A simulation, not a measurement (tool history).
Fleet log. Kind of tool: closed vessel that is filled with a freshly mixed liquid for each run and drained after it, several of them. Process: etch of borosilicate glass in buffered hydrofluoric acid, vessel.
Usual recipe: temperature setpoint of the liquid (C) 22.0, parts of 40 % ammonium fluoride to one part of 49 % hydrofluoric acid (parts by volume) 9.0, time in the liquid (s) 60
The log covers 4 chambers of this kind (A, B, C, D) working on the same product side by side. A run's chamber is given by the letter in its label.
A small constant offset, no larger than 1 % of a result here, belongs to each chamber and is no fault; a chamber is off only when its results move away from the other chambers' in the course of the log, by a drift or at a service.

run   hour  temperature setpoint of the liquid (C)  parts of 40 % ammonium fluoride to one part of 49 % hydrofluoric acid (parts by volume)  time in the liquid (s)  read-back film thickness of the borosilicate glass reference wafer, read on the same gauge (nm)  thickness taken off the borosilicate glass on a monitor wafer (angstrom)
 1B   13.6                                    22.0                                                                                      9.0                      60                                                                                           130.02                                                                    702.70
      19.6  -- chamber A: hydrofluoric acid flow meter replaced
 2D   26.8                                    22.0                                                                                      9.0                      60                                                                                           129.98                                                                    711.35
 3C   41.9                                    22.0                                                                                      9.0                      60                                                                                           130.00                                                                    719.97
 4A   54.6                                    22.0                                                                                      9.0                      60                                                                                           130.02                                                                    711.80
 5C   66.8                                    22.0                                                                                      9.0                      60                                                                                           130.00                                                                    718.94
 6A   75.7                                    22.0                                                                                      9.0                      60                                                                                           130.04                                                                    707.92
 7D   86.5                                    22.0                                                                                     12.0                      60                                                                                           129.97                                                                    558.57
 8B  101.5                                    22.0                                                                                     12.0                      60                                                                                           130.01                                                                    545.62
 9D  116.1                                    22.0                                                                                     12.0                      60                                                                                           130.02                                                                    561.11
10B  131.3                                    22.0                                                                                     12.0                      60                                                                                           129.99                                                                    550.26
11C  138.5                                    22.0                                                                                      9.0                      60                                                                                           129.99                                                                    723.14
12A  150.0                                    22.0                                                                                      9.0                      60                                                                                           129.93                                                                    716.96
13B  165.4                                    22.0                                                                                      9.0                      60                                                                                           129.97                                                                    709.17
14A  172.4                                    22.0                                                                                      9.0                      60                                                                                           130.02                                                                    708.21
15D  187.4                                    22.0                                                                                      9.0                      60                                                                                           129.95                                                                    720.02
16C  195.3                                    22.0                                                                                      9.0                      60                                                                                           130.00                                                                    714.71
17C  204.2                                    22.0                                                                                      9.0                      60                                                                                           129.95                                                                    726.19
18A  212.1                                    22.0                                                                                      9.0                      60                                                                                           130.00                                                                    713.97
19D  226.6                                    22.0                                                                                      9.0                      60                                                                                           130.00                                                                    723.04
     236.4  -- chamber B: thermometer replaced
     241.3  -- chamber A: thermometer replaced
20B  241.4                                    22.0                                                                                      9.0                      60                                                                                           130.01                                                                    694.42
21A  250.7                                    25.0                                                                                      9.0                      30                                                                                           129.98                                                                    411.52
22D  258.6                                    25.0                                                                                      9.0                      30                                                                                           129.97                                                                    425.43
23B  266.1                                    25.0                                                                                      9.0                      30                                                                                           129.97                                                                    411.74
24C  280.8                                    25.0                                                                                      9.0                      30                                                                                           129.99                                                                    430.80
25C  293.5                                    22.0                                                                                      9.0                      60                                                                                           129.98                                                                    729.72
26B  301.2                                    22.0                                                                                      9.0                      60                                                                                           129.99                                                                    689.02
27A  314.9                                    22.0                                                                                      9.0                      60                                                                                           130.03                                                                    713.02
28D  323.9                                    22.0                                                                                      9.0                      60                                                                                           130.01                                                                    718.06
29A  337.0                                    22.0                                                                                     12.0                      40                                                                                           130.00                                                                    373.50
30D  345.3                                    22.0                                                                                     12.0                      40                                                                                           130.00                                                                    370.15
31B  358.6                                    22.0                                                                                     12.0                      40                                                                                           130.00                                                                    342.32
32C  371.2                                    22.0                                                                                     12.0                      40                                                                                           130.03                                                                    374.57
33C  381.7                                    25.5                                                                                      9.0                      60                                                                                           130.00                                                                    874.79
34A  394.8                                    25.5                                                                                      9.0                      60                                                                                           130.03                                                                    848.99
35D  409.9                                    25.5                                                                                      9.0                      60                                                                                           129.99                                                                    859.43
36B  420.0                                    25.5                                                                                      9.0                      60                                                                                           129.99                                                                    803.08
37D  429.5                                    22.0                                                                                      9.0                      60                                                                                           129.97                                                                    712.73
38B  438.1                                    22.0                                                                                      9.0                      60                                                                                           129.98                                                                    659.33
39C  452.2                                    22.0                                                                                      9.0                      60                                                                                           130.02                                                                    719.18
40A  461.0                                    22.0                                                                                      9.0                      60                                                                                           130.02                                                                    716.54
41B  475.4                                    22.0                                                                                      9.0                      35                                                                                           130.01                                                                    382.89

Next, all 4 chambers run the settings below, one line each with question marks for the results. What does each chamber give?
42A  486.7                                    22.0                                                                                     10.5                      60                                                                                                                                                                          ?
42B  486.7                                    22.0                                                                                     10.5                      60                                                                                                                                                                          ?
42C  486.7                                    22.0                                                                                     10.5                      60                                                                                                                                                                          ?
42D  486.7                                    22.0                                                                                     10.5                      60                                                                                                                                                                          ?

run  thickness taken off the borosilicate glass on a monitor wafer (angstrom)
42A                                                                    623.58
42B                                                                    561.89
42C                                                                    641.97
42D                                                                    637.33
